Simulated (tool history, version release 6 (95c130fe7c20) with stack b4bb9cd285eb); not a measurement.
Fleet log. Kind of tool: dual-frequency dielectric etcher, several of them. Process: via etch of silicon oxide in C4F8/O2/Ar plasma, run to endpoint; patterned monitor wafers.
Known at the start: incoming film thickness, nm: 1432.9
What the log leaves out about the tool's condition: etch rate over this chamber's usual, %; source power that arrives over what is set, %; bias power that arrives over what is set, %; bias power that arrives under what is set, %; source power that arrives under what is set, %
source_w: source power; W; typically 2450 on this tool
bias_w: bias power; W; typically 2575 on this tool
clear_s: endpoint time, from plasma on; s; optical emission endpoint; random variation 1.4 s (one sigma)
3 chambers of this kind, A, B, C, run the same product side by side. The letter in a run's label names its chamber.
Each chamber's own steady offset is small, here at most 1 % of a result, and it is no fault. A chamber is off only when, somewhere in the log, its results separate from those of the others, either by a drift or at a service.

| run | day | source_w | bias_w | hours since the last wet clean | hours since the last source power generator calibration | hours since the last bias power generator calibration | clear_s |
|---|---|---|---|---|---|---|---|
|  | 0.046 | chamber B: wet clean of the chamber |
| 1A | 0.283 | 2450 | 2575 | 306.2 | 1050.2 | 1853.3 | 244.20 |
| 2B | 0.554 | 2450 | 2575 | 12.2 | 457.8 | 478.6 | 241.09 |
| 3C | 0.771 | 2450 | 2575 | 246.8 | 410.6 | 1616.4 | 244.05 |
| 4B | 1.200 | 2450 | 2575 | 27.7 | 473.3 | 494.1 | 240.20 |
| 5A | 1.417 | 2450 | 2575 | 333.4 | 1077.4 | 1880.5 | 244.68 |
| 6C | 1.642 | 2450 | 2575 | 267.7 | 431.5 | 1637.3 | 240.88 |
| 7A | 1.954 | 2450 | 2575 | 346.3 | 1090.3 | 1893.4 | 246.16 |
| 8B | 2.196 | 2450 | 2575 | 51.6 | 497.2 | 518.0 | 241.15 |
| 9C | 2.538 | 2450 | 2575 | 289.2 | 453.0 | 1658.8 | 243.16 |
| 10B | 2.842 | 2450 | 2575 | 67.1 | 512.7 | 533.5 | 240.24 |
| 11A | 3.225 | 2740 | 2957 | 376.8 | 1120.8 | 1923.9 | 224.43 |
| 12C | 3.621 | 2740 | 2957 | 315.2 | 479.0 | 1684.8 | 221.81 |
| 13B | 3.821 | 2740 | 2957 | 90.6 | 536.2 | 557.0 | 220.44 |
| 14A | 4.250 | 2450 | 2575 | 401.4 | 1145.4 | 1948.5 | 243.51 |
| 15C | 4.683 | 2450 | 2575 | 340.7 | 504.5 | 1710.3 | 242.89 |
| 16A | 5.058 | 2450 | 2575 | 420.8 | 1164.8 | 1967.9 | 243.52 |
| 17B | 5.288 | 2450 | 2575 | 125.8 | 571.4 | 592.2 | 240.66 |
| 18C | 5.533 | 2450 | 3143 | 361.1 | 524.9 | 1730.7 | 227.99 |
| 19B | 5.796 | 2450 | 3143 | 138.0 | 583.6 | 604.4 | 225.85 |
| 20A | 6.042 | 2450 | 3143 | 444.4 | 1188.4 | 1991.5 | 228.63 |
| 21C | 6.442 | 3040 | 3139 | 382.9 | 546.7 | 1752.5 | 209.59 |

Is one chamber out of step, is the gauge drifting, or do the chambers differ by no more than their own small offsets? For an off chamber, give its letter and the likeliest cause.

Beyond each chamber's small constant offset nothing stands out, and the gauge stays steady.
